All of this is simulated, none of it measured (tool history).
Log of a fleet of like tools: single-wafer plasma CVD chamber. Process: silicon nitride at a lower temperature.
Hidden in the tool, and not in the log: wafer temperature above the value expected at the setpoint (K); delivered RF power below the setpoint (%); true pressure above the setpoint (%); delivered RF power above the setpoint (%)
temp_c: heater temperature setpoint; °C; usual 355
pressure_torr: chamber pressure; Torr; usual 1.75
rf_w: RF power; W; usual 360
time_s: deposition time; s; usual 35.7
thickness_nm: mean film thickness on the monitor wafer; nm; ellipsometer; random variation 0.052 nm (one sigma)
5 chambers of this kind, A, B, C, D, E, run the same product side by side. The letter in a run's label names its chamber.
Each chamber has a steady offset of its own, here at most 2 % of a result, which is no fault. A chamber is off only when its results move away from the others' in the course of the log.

| run | hour | temp_c | pressure_torr | rf_w | time_s | hours since the last thermocouple change | hours since the last RF generator calibration | hours since the last manometer calibration | read-back reference wafer on the same gauge, thickness_nm | thickness_nm |
|---|---|---|---|---|---|---|---|---|---|---|
| 1D | 10.2 | 355 | 1.75 | 360 | 35.7 | 803.7 | 861.4 | 465.9 | 42.200 | 48.202 |
| 2E | 21.2 | 355 | 1.75 | 360 | 35.7 | 586.3 | 340.6 | 1191.2 | 42.216 | 48.461 |
| 3B | 31.2 | 355 | 1.75 | 360 | 35.7 | 158.9 | 339.3 | 731.3 | 42.214 | 48.275 |
| 4C | 40.3 | 355 | 1.75 | 360 | 35.7 | 2298.4 | 1406.1 | 390.5 | 42.224 | 49.112 |
| 5A | 47.0 | 355 | 1.75 | 360 | 35.7 | 379.1 | 1486.4 | 2151.3 | 42.216 | 48.116 |
| 6E | 52.3 | 355 | 1.75 | 360 | 35.7 | 617.4 | 371.7 | 1222.3 | 42.228 | 48.374 |
| 7A | 63.2 | 355 | 1.75 | 360 | 35.7 | 395.3 | 1502.6 | 2167.5 | 42.218 | 48.072 |
| 8D | 69.9 | 355 | 1.75 | 400 | 38.2 | 863.4 | 921.1 | 525.6 | 42.222 | 55.271 |
| 9C | 76.6 | 355 | 1.75 | 400 | 38.2 | 2334.7 | 1442.4 | 426.8 | 42.241 | 56.281 |
| 10B | 86.4 | 355 | 1.75 | 400 | 38.2 | 214.1 | 394.5 | 786.5 | 42.233 | 55.236 |
| 11E | 92.6 | 355 | 1.75 | 400 | 38.2 | 657.7 | 412.0 | 1262.6 | 42.255 | 55.279 |
| 12D | 103.7 | 355 | 1.75 | 400 | 38.2 | 897.2 | 954.9 | 559.4 | 42.267 | 55.316 |
| 13C | 109.3 | 355 | 1.75 | 360 | 35.7 | 2367.4 | 1475.1 | 459.5 | 42.250 | 49.133 |
| 14A | 115.1 | 355 | 1.75 | 360 | 30.9 | 447.2 | 1554.5 | 2219.4 | 42.267 | 41.685 |
| 15B | 124.3 | 355 | 1.75 | 360 | 30.9 | 252.0 | 432.4 | 824.4 | 42.255 | 41.904 |
| 16E | 131.6 | 355 | 1.75 | 360 | 30.9 | 696.7 | 451.0 | 1301.6 | 42.275 | 41.984 |
| 17D | 139.8 | 355 | 1.75 | 360 | 30.9 | 933.3 | 991.0 | 595.5 | 42.270 | 41.814 |
| 18B | 145.1 | 355 | 1.75 | 360 | 30.9 | 272.8 | 453.2 | 845.2 | 42.286 | 41.924 |
| 19C | 156.5 | 355 | 1.75 | 360 | 35.7 | 2414.6 | 1522.3 | 506.7 | 42.293 | 49.257 |
| 20A | 166.5 | 355 | 1.75 | 360 | 35.7 | 498.6 | 1605.9 | 2270.8 | 42.297 | 48.197 |
| 21E | 175.4 | 355 | 1.75 | 360 | 35.7 | 740.5 | 494.8 | 1345.4 | 42.289 | 48.540 |
|  | 179.6 | chamber D: thermocouple changed; heater temperature recalibrated |
| 22D | 182.4 | 355 | 1.75 | 360 | 35.7 | 2.8 | 1033.6 | 638.1 | 42.296 | 48.405 |
| 23A | 192.6 | 355 | 1.75 | 360 | 35.7 | 524.7 | 1632.0 | 2296.9 | 42.312 | 48.128 |
| 24C | 199.5 | 355 | 1.75 | 360 | 35.7 | 2457.6 | 1565.3 | 549.7 | 42.308 | 49.249 |
| 25B | 205.1 | 355 | 1.75 | 360 | 35.7 | 332.8 | 513.2 | 905.2 | 42.299 | 48.436 |
| 26A | 212.7 | 355 | 1.75 | 360 | 35.7 | 544.8 | 1652.1 | 2317.0 | 42.316 | 48.265 |
| 27D | 219.8 | 355 | 1.75 | 360 | 35.7 | 40.2 | 1071.0 | 675.5 | 42.317 | 48.390 |
| 28C | 230.0 | 355 | 1.75 | 305 | 35.7 | 2488.1 | 1595.8 | 580.2 | 42.329 | 44.138 |
|  | 231.4 | chamber C: RF generator calibrated |
|  | 240.2 | chamber C: thermocouple changed; heater temperature recalibrated |
| 29B | 240.9 | 355 | 1.75 | 305 | 35.7 | 368.6 | 549.0 | 941.0 | 42.331 | 43.613 |
| 30E | 249.3 | 355 | 1.75 | 305 | 35.7 | 814.4 | 568.7 | 1419.3 | 42.328 | 43.624 |
| 31A | 254.8 | 355 | 1.75 | 305 | 35.7 | 586.9 | 1694.2 | 2359.1 | 42.329 | 43.350 |
| 32D | 264.9 | 355 | 1.75 | 305 | 35.7 | 85.3 | 1116.1 | 720.6 | 42.324 | 43.415 |
| 33B | 271.0 | 355 | 1.75 | 360 | 35.7 | 398.7 | 579.1 | 971.1 | 42.341 | 48.539 |
| 34C | 279.7 | 355 | 1.75 | 360 | 35.7 | 39.5 | 48.4 | 629.9 | 42.345 | 49.315 |
| 35E | 288.4 | 355 | 1.75 | 360 | 35.7 | 853.5 | 607.8 | 1458.4 | 42.355 | 48.592 |
|  | 292.9 | chamber D: RF generator calibrated |
| 36E | 298.5 | 355 | 1.75 | 360 | 35.7 | 863.6 | 617.9 | 1468.5 | 42.362 | 48.532 |
| 37A | 307.6 | 355 | 1.75 | 360 | 35.7 | 639.7 | 1747.0 | 2411.9 | 42.360 | 48.250 |
| 38D | 317.1 | 355 | 1.75 | 360 | 35.7 | 137.5 | 24.2 | 772.8 | 42.360 | 48.448 |
| 39C | 327.7 | 355 | 1.75 | 360 | 35.7 | 87.5 | 96.4 | 677.9 | 42.370 | 49.318 |
| 40B | 334.5 | 355 | 1.59 | 360 | 29.0 | 462.2 | 642.6 | 1034.6 | 42.375 | 38.539 |
| 41D | 340.0 | 355 | 1.59 | 360 | 29.0 | 160.4 | 47.1 | 795.7 | 42.375 | 38.440 |

Next, every chamber runs the same settings. What will each give?
| 42A | 348.2 | 355 | 1.75 | 415 | 35.7 |  |  |  |  | ? |
| 42B | 348.2 | 355 | 1.75 | 415 | 35.7 |  |  |  |  | ? |
| 42C | 348.2 | 355 | 1.75 | 415 | 35.7 |  |  |  |  | ? |
| 42D | 348.2 | 355 | 1.75 | 415 | 35.7 |  |  |  |  | ? |
| 42E | 348.2 | 355 | 1.75 | 415 | 35.7 |  |  |  |  | ? |

| run | thickness_nm |
|---|---|
| 42A | 52.840 |
| 42B | 52.917 |
| 42C | 54.039 |
| 42D | 52.975 |
| 42E | 53.119 |
